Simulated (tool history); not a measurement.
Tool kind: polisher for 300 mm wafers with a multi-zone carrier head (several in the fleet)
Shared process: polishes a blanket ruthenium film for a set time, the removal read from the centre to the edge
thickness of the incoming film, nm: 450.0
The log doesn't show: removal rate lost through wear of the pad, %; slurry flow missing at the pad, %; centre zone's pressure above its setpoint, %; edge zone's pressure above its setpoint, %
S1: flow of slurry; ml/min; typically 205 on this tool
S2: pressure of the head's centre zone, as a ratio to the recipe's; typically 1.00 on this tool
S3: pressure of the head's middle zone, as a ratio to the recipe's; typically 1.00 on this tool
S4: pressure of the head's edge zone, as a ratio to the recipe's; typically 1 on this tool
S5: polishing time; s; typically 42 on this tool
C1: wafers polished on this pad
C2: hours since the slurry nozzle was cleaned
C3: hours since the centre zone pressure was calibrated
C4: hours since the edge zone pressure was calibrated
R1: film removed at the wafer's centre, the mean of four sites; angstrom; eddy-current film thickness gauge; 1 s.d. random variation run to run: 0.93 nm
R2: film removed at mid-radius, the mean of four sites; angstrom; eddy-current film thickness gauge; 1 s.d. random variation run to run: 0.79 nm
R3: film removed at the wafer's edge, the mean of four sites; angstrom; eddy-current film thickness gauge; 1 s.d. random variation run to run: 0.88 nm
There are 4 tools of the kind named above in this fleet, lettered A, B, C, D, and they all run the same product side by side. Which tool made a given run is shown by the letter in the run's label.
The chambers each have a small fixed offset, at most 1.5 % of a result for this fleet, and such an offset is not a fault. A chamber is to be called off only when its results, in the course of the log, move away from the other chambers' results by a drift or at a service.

| run | hour | S1 | S2 | S3 | S4 | S5 | C1 | C2 | C3 | C4 | R1 | R2 | R3 |
|---|---|---|---|---|---|---|---|---|---|---|---|---|---|
| 1D | 4.0 | 205 | 1.00 | 1.00 | 1 | 42 | 994 | 392.9 | 467.3 | 62.0 | 825.46 | 806.64 | 824.45 |
| 2C | 8.1 | 205 | 1.00 | 1.00 | 1 | 42 | 470 | 241.0 | 983.7 | 240.0 | 810.49 | 808.28 | 840.27 |
|  | 11.4 | chamber D: worn pad replaced by a new one |
| 3B | 12.6 | 205 | 1.00 | 1.00 | 1 | 42 | 390 | 682.7 | 975.4 | 1043.7 | 833.39 | 829.04 | 823.35 |
|  | 13.1 | chamber C: worn pad replaced by a new one |
| 4A | 16.4 | 205 | 1.00 | 1.00 | 1 | 42 | 501 | 164.0 | 1109.0 | 171.5 | 809.61 | 822.16 | 795.15 |
| 5A | 19.9 | 205 | 1.00 | 0.93 | 1 | 47 | 550 | 167.5 | 1112.5 | 175.0 | 934.04 | 864.47 | 910.08 |
|  | 22.5 | chamber A: worn pad replaced by a new one |
| 6C | 23.1 | 205 | 1.00 | 0.93 | 1 | 47 | 142 | 256.0 | 998.7 | 255.0 | 919.20 | 843.30 | 923.27 |
|  | 23.9 | chamber B: worn pad replaced by a new one |
| 7B | 27.2 | 205 | 1.00 | 0.93 | 1 | 47 | 47 | 697.3 | 990.0 | 1058.3 | 930.82 | 864.35 | 925.95 |
| 8D | 32.2 | 205 | 1.00 | 0.93 | 1 | 47 | 294 | 421.1 | 495.5 | 90.2 | 910.94 | 865.07 | 916.47 |
|  | 33.7 | chamber C: centre zone pressure recalibrated |
| 9A | 34.7 | 205 | 1.00 | 1.00 | 1 | 42 | 172 | 182.3 | 1127.3 | 189.8 | 819.33 | 826.58 | 801.22 |
| 10B | 39.7 | 205 | 1.00 | 1.00 | 1 | 42 | 224 | 709.8 | 1002.5 | 1070.8 | 834.72 | 834.90 | 826.05 |
| 11C | 45.0 | 145 | 1.00 | 1.00 | 1 | 42 | 451 | 277.9 | 11.4 | 276.9 | 861.26 | 769.50 | 789.46 |
| 12D | 47.4 | 145 | 1.00 | 1.00 | 1 | 42 | 509 | 436.3 | 510.7 | 105.4 | 786.59 | 784.36 | 778.85 |
|  | 48.5 | chamber C: worn pad replaced by a new one |
| 13B | 52.7 | 145 | 1.00 | 1.00 | 1 | 42 | 408 | 722.8 | 1015.5 | 1083.8 | 777.26 | 766.65 | 782.31 |
| 14A | 57.3 | 145 | 1.00 | 1.00 | 1 | 42 | 492 | 204.9 | 1149.9 | 212.4 | 756.84 | 770.58 | 790.70 |
|  | 57.6 | chamber B: worn pad replaced by a new one |
|  | 61.3 | chamber A: worn pad replaced by a new one |
| 15D | 62.5 | 205 | 1.00 | 1.00 | 1 | 42 | 723 | 451.4 | 525.8 | 120.5 | 805.05 | 829.48 | 837.78 |
| 16C | 65.9 | 205 | 1.00 | 1.00 | 1 | 42 | 246 | 298.8 | 32.3 | 297.8 | 906.51 | 825.78 | 828.53 |
| 17A | 70.2 | 205 | 1.00 | 1.00 | 1 | 42 | 125 | 217.8 | 1162.8 | 225.3 | 811.81 | 822.44 | 818.91 |
| 18D | 74.4 | 205 | 1.00 | 1.00 | 1 | 42 | 891 | 463.3 | 537.7 | 132.4 | 821.48 | 818.30 | 833.34 |
| 19B | 77.5 | 205 | 1.00 | 1.00 | 1 | 42 | 281 | 747.6 | 1040.3 | 1108.6 | 846.23 | 825.74 | 821.17 |
| 20C | 79.8 | 205 | 1.00 | 1.00 | 1 | 42 | 442 | 312.7 | 46.2 | 311.7 | 910.39 | 809.89 | 825.24 |
|  | 80.1 | chamber C: worn pad replaced by a new one |
| 21C | 83.0 | 205 | 1.00 | 1.00 | 1 | 42 | 41 | 315.9 | 49.4 | 314.9 | 920.33 | 818.02 | 834.01 |
| 22B | 87.6 | 205 | 1.00 | 1.00 | 1 | 42 | 424 | 757.7 | 1050.4 | 1118.7 | 825.67 | 826.92 | 833.36 |
|  | 89.5 | chamber D: worn pad replaced by a new one |
| 23A | 92.6 | 205 | 1.00 | 1.10 | 1 | 32 | 442 | 240.2 | 1185.2 | 247.7 | 617.12 | 695.48 | 618.96 |
| 24D | 95.0 | 205 | 1.00 | 1.10 | 1 | 32 | 78 | 483.9 | 558.3 | 153.0 | 630.20 | 681.16 | 632.65 |

Predict what each chamber gives when all 4 of them run the settings below next.
| 25A | 98.8 | 205 | 0.95 | 1.00 | 1 | 42 |  |  |  |  | ? | ? | ? |
| 25B | 98.8 | 205 | 0.95 | 1.00 | 1 | 42 |  |  |  |  | ? | ? | ? |
| 25C | 98.8 | 205 | 0.95 | 1.00 | 1 | 42 |  |  |  |  | ? | ? | ? |
| 25D | 98.8 | 205 | 0.95 | 1.00 | 1 | 42 |  |  |  |  | ? | ? | ? |

| run | R1 | R2 | R3 |
|---|---|---|---|
| 25A | 760.81 | 812.54 | 813.62 |
| 25B | 778.66 | 822.76 | 829.46 |
| 25C | 857.25 | 816.46 | 836.63 |
| 25D | 764.55 | 819.33 | 817.12 |
